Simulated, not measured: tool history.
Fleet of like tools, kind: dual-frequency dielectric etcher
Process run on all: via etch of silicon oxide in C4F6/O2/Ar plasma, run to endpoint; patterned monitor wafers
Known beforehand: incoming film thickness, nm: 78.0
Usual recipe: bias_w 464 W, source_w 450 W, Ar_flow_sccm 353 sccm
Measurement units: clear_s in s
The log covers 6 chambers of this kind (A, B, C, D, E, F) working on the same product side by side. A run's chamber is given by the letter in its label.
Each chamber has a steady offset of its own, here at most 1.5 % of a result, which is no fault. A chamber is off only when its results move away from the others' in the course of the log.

{"run": "1F", "day": 0.446, "bias_w": 464, "source_w": 450, "Ar_flow_sccm": 353, "clear_s": 17.349}
{"day": 0.688, "done": "chamber A: bias power generator calibrated"}
{"run": "2A", "day": 0.738, "bias_w": 464, "source_w": 450, "Ar_flow_sccm": 353, "clear_s": 17.183}
{"run": "3B", "day": 1.117, "bias_w": 464, "source_w": 450, "Ar_flow_sccm": 353, "clear_s": 17.261}
{"run": "4E", "day": 1.629, "bias_w": 464, "source_w": 450, "Ar_flow_sccm": 353, "clear_s": 17.013}
{"run": "5C", "day": 2.117, "bias_w": 464, "source_w": 450, "Ar_flow_sccm": 353, "clear_s": 17.125}
{"run": "6D", "day": 2.629, "bias_w": 464, "source_w": 450, "Ar_flow_sccm": 353, "clear_s": 17.473}
{"day": 2.929, "done": "chamber E: wet clean of the chamber"}
{"run": "7F", "day": 3.208, "bias_w": 464, "source_w": 450, "Ar_flow_sccm": 353, "clear_s": 17.198}
{"run": "8A", "day": 3.562, "bias_w": 464, "source_w": 450, "Ar_flow_sccm": 353, "clear_s": 17.205}
{"run": "9E", "day": 3.908, "bias_w": 464, "source_w": 450, "Ar_flow_sccm": 353, "clear_s": 17.02}
{"run": "10D", "day": 4.396, "bias_w": 464, "source_w": 450, "Ar_flow_sccm": 404, "clear_s": 17.629}
{"run": "11B", "day": 4.992, "bias_w": 464, "source_w": 450, "Ar_flow_sccm": 404, "clear_s": 17.548}
{"day": 5.05, "done": "chamber D: bias power generator calibrated"}
{"run": "12C", "day": 5.388, "bias_w": 464, "source_w": 450, "Ar_flow_sccm": 404, "clear_s": 17.542}
{"run": "13C", "day": 5.688, "bias_w": 464, "source_w": 450, "Ar_flow_sccm": 404, "clear_s": 17.353}
{"run": "14E", "day": 6.158, "bias_w": 464, "source_w": 450, "Ar_flow_sccm": 404, "clear_s": 17.366}
{"run": "15B", "day": 6.433, "bias_w": 464, "source_w": 450, "Ar_flow_sccm": 404, "clear_s": 17.461}
{"run": "16D", "day": 6.812, "bias_w": 464, "source_w": 450, "Ar_flow_sccm": 353, "clear_s": 17.529}
{"run": "17F", "day": 7.292, "bias_w": 464, "source_w": 450, "Ar_flow_sccm": 353, "clear_s": 17.431}
{"run": "18A", "day": 7.612, "bias_w": 464, "source_w": 450, "Ar_flow_sccm": 353, "clear_s": 17.268}
{"run": "19A", "day": 8.033, "bias_w": 464, "source_w": 450, "Ar_flow_sccm": 353, "clear_s": 17.15}
{"run": "20E", "day": 8.392, "bias_w": 464, "source_w": 450, "Ar_flow_sccm": 353, "clear_s": 17.016}
{"run": "21B", "day": 8.883, "bias_w": 464, "source_w": 450, "Ar_flow_sccm": 353, "clear_s": 17.322}
{"run": "22D", "day": 9.358, "bias_w": 464, "source_w": 450, "Ar_flow_sccm": 353, "clear_s": 17.491}
{"run": "23F", "day": 9.879, "bias_w": 464, "source_w": 450, "Ar_flow_sccm": 353, "clear_s": 17.319}
{"run": "24C", "day": 10.329, "bias_w": 464, "source_w": 450, "Ar_flow_sccm": 353, "clear_s": 17.247}
{"day": 10.542, "done": "chamber F: wet clean of the chamber"}
{"run": "25F", "day": 10.883, "bias_w": 464, "source_w": 450, "Ar_flow_sccm": 353, "clear_s": 16.648}
{"run": "26D", "day": 11.267, "bias_w": 464, "source_w": 450, "Ar_flow_sccm": 353, "clear_s": 17.426}
{"day": 11.504, "done": "chamber D: wet clean of the chamber"}
{"day": 11.762, "done": "chamber D: Ar flow controller replaced"}
{"run": "27C", "day": 11.875, "bias_w": 464, "source_w": 450, "Ar_flow_sccm": 353, "clear_s": 17.302}
{"run": "28B", "day": 12.25, "bias_w": 464, "source_w": 450, "Ar_flow_sccm": 353, "clear_s": 17.202}
{"run": "29A", "day": 12.608, "bias_w": 464, "source_w": 450, "Ar_flow_sccm": 353, "clear_s": 17.176}
{"run": "30E", "day": 12.962, "bias_w": 555, "source_w": 450, "Ar_flow_sccm": 315, "clear_s": 15.752}
{"run": "31C", "day": 13.45, "bias_w": 555, "source_w": 450, "Ar_flow_sccm": 315, "clear_s": 16.057}
{"run": "32D", "day": 13.729, "bias_w": 555, "source_w": 450, "Ar_flow_sccm": 315, "clear_s": 16.094}
{"run": "33E", "day": 14.308, "bias_w": 555, "source_w": 450, "Ar_flow_sccm": 315, "clear_s": 15.738}
{"run": "34B", "day": 14.658, "bias_w": 555, "source_w": 450, "Ar_flow_sccm": 315, "clear_s": 16.003}
{"run": "35F", "day": 14.938, "bias_w": 555, "source_w": 450, "Ar_flow_sccm": 315, "clear_s": 15.362}
{"run": "36A", "day": 15.338, "bias_w": 464, "source_w": 450, "Ar_flow_sccm": 353, "clear_s": 17.031}
{"run": "37F", "day": 15.892, "bias_w": 464, "source_w": 450, "Ar_flow_sccm": 353, "clear_s": 16.773}
{"run": "38B", "day": 16.192, "bias_w": 464, "source_w": 390, "Ar_flow_sccm": 318, "clear_s": 17.93}
{"run": "39E", "day": 16.571, "bias_w": 464, "source_w": 390, "Ar_flow_sccm": 318, "clear_s": 17.691}
{"run": "40A", "day": 16.912, "bias_w": 464, "source_w": 390, "Ar_flow_sccm": 318, "clear_s": 17.815}
{"run": "41D", "day": 17.392, "bias_w": 464, "source_w": 390, "Ar_flow_sccm": 318, "clear_s": 17.998}

Next, all 6 chambers run the settings below, one line each with question marks for the results. What does each chamber give?
{"run": "42A", "day": 17.833, "bias_w": 464, "source_w": 450, "Ar_flow_sccm": 353, "clear_s": "?"}
{"run": "42B", "day": 17.833, "bias_w": 464, "source_w": 450, "Ar_flow_sccm": 353, "clear_s": "?"}
{"run": "42C", "day": 17.833, "bias_w": 464, "source_w": 450, "Ar_flow_sccm": 353, "clear_s": "?"}
{"run": "42D", "day": 17.833, "bias_w": 464, "source_w": 450, "Ar_flow_sccm": 353, "clear_s": "?"}
{"run": "42E", "day": 17.833, "bias_w": 464, "source_w": 450, "Ar_flow_sccm": 353, "clear_s": "?"}
{"run": "42F", "day": 17.833, "bias_w": 464, "source_w": 450, "Ar_flow_sccm": 353, "clear_s": "?"}

run=42A clear_s=17.195
run=42B clear_s=17.312
run=42C clear_s=17.24
run=42D clear_s=17.458
run=42E clear_s=17.101
run=42F clear_s=16.656
